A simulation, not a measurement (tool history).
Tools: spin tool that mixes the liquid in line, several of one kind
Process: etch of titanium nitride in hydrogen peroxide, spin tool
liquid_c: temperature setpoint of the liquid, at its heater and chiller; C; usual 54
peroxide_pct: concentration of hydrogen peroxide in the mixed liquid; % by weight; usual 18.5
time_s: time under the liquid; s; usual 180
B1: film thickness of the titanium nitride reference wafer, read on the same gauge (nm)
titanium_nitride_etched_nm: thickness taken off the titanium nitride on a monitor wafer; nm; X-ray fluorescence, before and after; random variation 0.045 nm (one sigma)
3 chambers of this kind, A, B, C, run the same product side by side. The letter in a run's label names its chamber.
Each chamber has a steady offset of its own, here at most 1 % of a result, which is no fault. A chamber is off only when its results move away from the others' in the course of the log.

-- hour=4.2 chamber C: peroxide flow meter replaced
run 1A hour=4.3 | liquid_c=54 peroxide_pct=18.5 time_s=180 | B1=79.995 | titanium_nitride_etched_nm=8.369
run 2C hour=10.4 | liquid_c=54 peroxide_pct=18.5 time_s=180 | B1=79.981 | titanium_nitride_etched_nm=8.406
run 3B hour=13.9 | liquid_c=54 peroxide_pct=18.5 time_s=180 | B1=80.005 | titanium_nitride_etched_nm=8.3902
run 4A hour=20.2 | liquid_c=54 peroxide_pct=18.5 time_s=180 | B1=80.01 | titanium_nitride_etched_nm=8.3219
run 5B hour=26.2 | liquid_c=54 peroxide_pct=18.5 time_s=180 | B1=79.995 | titanium_nitride_etched_nm=8.4106
run 6C hour=30.8 | liquid_c=54 peroxide_pct=18.5 time_s=180 | B1=80.002 | titanium_nitride_etched_nm=8.3973
run 7C hour=34.8 | liquid_c=54 peroxide_pct=18.5 time_s=180 | B1=79.989 | titanium_nitride_etched_nm=8.3918
-- hour=37.5 chamber B: peroxide flow meter replaced
run 8A hour=39.2 | liquid_c=54 peroxide_pct=18.5 time_s=180 | B1=80.001 | titanium_nitride_etched_nm=8.3707
run 9B hour=42.9 | liquid_c=54 peroxide_pct=18.5 time_s=180 | B1=79.998 | titanium_nitride_etched_nm=8.4906
run 10B hour=48.1 | liquid_c=54 peroxide_pct=18.5 time_s=180 | B1=80.007 | titanium_nitride_etched_nm=8.46
run 11C hour=52 | liquid_c=54 peroxide_pct=18.5 time_s=180 | B1=79.978 | titanium_nitride_etched_nm=8.4497
run 12A hour=55.5 | liquid_c=54 peroxide_pct=18.5 time_s=180 | B1=79.975 | titanium_nitride_etched_nm=8.4755
run 13C hour=58.3 | liquid_c=54 peroxide_pct=18.5 time_s=180 | B1=79.947 | titanium_nitride_etched_nm=8.3922
run 14B hour=62.9 | liquid_c=54 peroxide_pct=22.5 time_s=180 | B1=80.018 | titanium_nitride_etched_nm=8.8081
run 15A hour=68.2 | liquid_c=54 peroxide_pct=22.5 time_s=180 | B1=80.034 | titanium_nitride_etched_nm=8.7485
run 16C hour=73.4 | liquid_c=54 peroxide_pct=22.5 time_s=180 | B1=80.026 | titanium_nitride_etched_nm=8.7757
run 17A hour=79.3 | liquid_c=54 peroxide_pct=18.5 time_s=95 | B1=80.003 | titanium_nitride_etched_nm=4.3978
run 18B hour=82.5 | liquid_c=54 peroxide_pct=18.5 time_s=95 | B1=79.999 | titanium_nitride_etched_nm=4.3709
run 19A hour=87.8 | liquid_c=54 peroxide_pct=18.5 time_s=95 | B1=80.063 | titanium_nitride_etched_nm=4.4429
run 20B hour=93.2 | liquid_c=54 peroxide_pct=18.5 time_s=180 | B1=80.029 | titanium_nitride_etched_nm=8.4188
run 21C hour=99 | liquid_c=54 peroxide_pct=18.5 time_s=180 | B1=79.999 | titanium_nitride_etched_nm=8.4322
run 22A hour=103 | liquid_c=54 peroxide_pct=18.5 time_s=180 | B1=80.013 | titanium_nitride_etched_nm=8.3447
-- hour=103.8 chamber B: new drum of peroxide connected
run 23C hour=105.8 | liquid_c=54 peroxide_pct=18.5 time_s=180 | B1=80.034 | titanium_nitride_etched_nm=8.3791
run 24B hour=108.9 | liquid_c=54 peroxide_pct=18.5 time_s=180 | B1=79.992 | titanium_nitride_etched_nm=8.413
run 25A hour=112 | liquid_c=54 peroxide_pct=13.5 time_s=180 | B1=79.978 | titanium_nitride_etched_nm=7.7726
run 26B hour=116 | liquid_c=54 peroxide_pct=13.5 time_s=180 | B1=80.042 | titanium_nitride_etched_nm=7.8531
run 27C hour=121.5 | liquid_c=54 peroxide_pct=13.5 time_s=180 | B1=80.001 | titanium_nitride_etched_nm=7.8237

What goes on in this fleet: one chamber off, a drifting gauge, or nothing beyond the chambers' own small offsets? Name the chamber and the cause, if any.

No chamber stands off beyond its own small offset, and the gauge holds steady.

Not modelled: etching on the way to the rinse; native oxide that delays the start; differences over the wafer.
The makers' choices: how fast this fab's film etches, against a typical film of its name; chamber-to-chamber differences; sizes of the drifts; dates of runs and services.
